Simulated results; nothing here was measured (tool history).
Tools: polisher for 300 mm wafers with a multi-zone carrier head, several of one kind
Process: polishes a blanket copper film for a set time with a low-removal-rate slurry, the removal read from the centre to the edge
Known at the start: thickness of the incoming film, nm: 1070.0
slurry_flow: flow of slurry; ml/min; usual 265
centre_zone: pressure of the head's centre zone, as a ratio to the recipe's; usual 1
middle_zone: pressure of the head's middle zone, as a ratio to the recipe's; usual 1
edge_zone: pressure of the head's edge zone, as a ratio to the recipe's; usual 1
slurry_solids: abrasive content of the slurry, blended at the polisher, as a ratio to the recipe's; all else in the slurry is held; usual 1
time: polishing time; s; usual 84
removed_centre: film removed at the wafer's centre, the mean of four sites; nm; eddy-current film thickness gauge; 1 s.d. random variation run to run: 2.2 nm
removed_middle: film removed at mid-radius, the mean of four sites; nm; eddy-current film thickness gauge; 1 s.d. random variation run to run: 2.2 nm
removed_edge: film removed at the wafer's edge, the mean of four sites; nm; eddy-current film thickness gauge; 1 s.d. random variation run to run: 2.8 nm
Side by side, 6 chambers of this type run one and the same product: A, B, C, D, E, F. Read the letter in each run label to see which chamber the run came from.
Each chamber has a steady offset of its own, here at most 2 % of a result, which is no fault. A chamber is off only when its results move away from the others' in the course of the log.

run   hour  slurry_flow  centre_zone  middle_zone  edge_zone  slurry_solids  time  removed_centre  removed_middle  removed_edge
       4.1  -- chamber B: slurry nozzle cleaned
 1C   11.2          265            1            1          1              1    84          218.69          212.56        214.24
      17.4  -- chamber A: worn pad replaced by a new one
 2E   25.4          265            1            1          1              1    84          212.35          217.37        212.24
        28  -- chamber C: worn pad replaced by a new one
 3D   32.8          265            1            1          1              1    84          213.11          216.44        213.75
      40.1  -- chamber B: worn pad replaced by a new one
 4F   41.6          265            1            1          1              1    84          215.36          208.52        218.55
      48.9  -- chamber E: worn pad replaced by a new one
 5B   53.7          265            1            1          1              1    84          211.87          212.79        215.64
      61.8  -- chamber E: centre zone pressure recalibrated
 6A   66.6          265            1            1          1              1    84          213.58          220.69        216.59
      70.8  -- chamber B: centre zone pressure recalibrated
 7B   73.5          265            1            1          1              1    84          215.09          211.93        214.66
 8F   82.3          265            1            1          1              1    84          213.13          211.35        214.83
      83.7  -- chamber D: slurry nozzle cleaned
        89  -- chamber D: worn pad replaced by a new one
 9A   89.5          265            1            1          1              1    84          215.31          219.99           215
      92.5  -- chamber F: slurry nozzle cleaned
10D  102.9          265            1            1          1              1    84          212.64          214.07        215.15
     108.1  -- chamber C: slurry nozzle cleaned
11C    116          265            1            1          1              1    84          218.35          217.01        213.22
     126.1  -- chamber A: slurry nozzle cleaned
12E  129.1          265            1            1          1              1    84          212.43          215.25        215.64
     131.3  -- chamber C: worn pad replaced by a new one
     139.3  -- chamber D: edge zone pressure recalibrated
13B  139.8          265            1            1          1              1    84          215.38          216.17        213.46
     148.2  -- chamber E: worn pad replaced by a new one
14E  150.2          265            1            1          1              1    84          212.38          219.56        209.66
15A  164.4          265            1            1          1              1    84          212.61          218.99        215.91
16C  172.9          265            1            1          1              1    84          215.47          212.45        220.31
17D  181.3          265            1            1          1              1    84          215.54          216.69        212.79
     184.1  -- chamber C: edge zone pressure recalibrated
     193.5  -- chamber F: worn pad replaced by a new one
18F  196.4          265            1            1          1              1    84          216.89          210.77        216.93
19B  211.9          265         0.92            1          1              1    84          197.72          212.28        208.68
     219.4  -- chamber C: worn pad replaced by a new one
     220.2  -- chamber A: worn pad replaced by a new one
20A  227.7          265         0.92            1          1              1    84          189.18          215.92        214.65
     230.6  -- chamber B: worn pad replaced by a new one
       231  -- chamber E: worn pad replaced by a new one
21D  235.6          265         0.92            1          1              1    84          193.91          212.06         213.7
22E  243.6          265         0.92            1          1              1    84          191.05           216.5        212.48
     248.1  -- chamber D: worn pad replaced by a new one
23C  250.7          265         0.92            1          1              1    84          197.92          215.36        215.78
24F    259          265         0.92            1          1              1    84          194.52          217.11        217.85
     261.9  -- chamber A: edge zone pressure recalibrated
25E  274.8          265            1            1          1              1    84          213.64          210.52         211.8
26C  289.9          265            1            1          1              1    84          216.14          211.68        216.23
27F  302.2          265            1            1          1              1    84          217.23          213.13        215.08
28B  313.7          265            1            1          1              1    84          210.28          209.66        214.71
     315.5  -- chamber E: worn pad replaced by a new one
29A  325.6          265          1.1            1          1              1    84          236.98          218.86        211.44
     326.5  -- chamber C: worn pad replaced by a new one
30D  340.7          265          1.1            1          1              1    84          236.08          214.31        213.98
     344.8  -- chamber D: slurry nozzle cleaned
31C  356.7          265          1.1            1          1              1    84          239.99          212.25        213.82
32E  364.6          265          1.1            1          1              1    84          230.53          219.85        212.41
33F  378.8          265          1.1            1          1              1    84          237.09          211.99        216.18
     388.7  -- chamber D: worn pad replaced by a new one
     389.2  -- chamber A: worn pad replaced by a new one
34A  390.7          265          1.1            1          1              1    84          237.07          218.16        210.27
     393.8  -- chamber B: worn pad replaced by a new one
     396.7  -- chamber F: worn pad replaced by a new one
     397.9  -- chamber E: worn pad replaced by a new one
35D  403.4          265            1            1          1            1.1    65          172.07          168.85        170.48
36B    413          265            1            1          1            1.1    65          169.76          167.45        168.43
37E  428.6          265            1            1          1            1.1    65          168.87          173.45        167.77
38F  443.6          265            1            1          1            1.1    65          169.67          167.82        173.65
39B    457          265            1            1          1            1.1    65          169.43          167.43        168.25

Is one chamber out of step, is the gauge drifting, or do the chambers differ by no more than their own small offsets? For an off chamber, give its letter and the likeliest cause.

The fleet is healthy, with each chamber sitting at its usual small offset and no drift in the gauge.
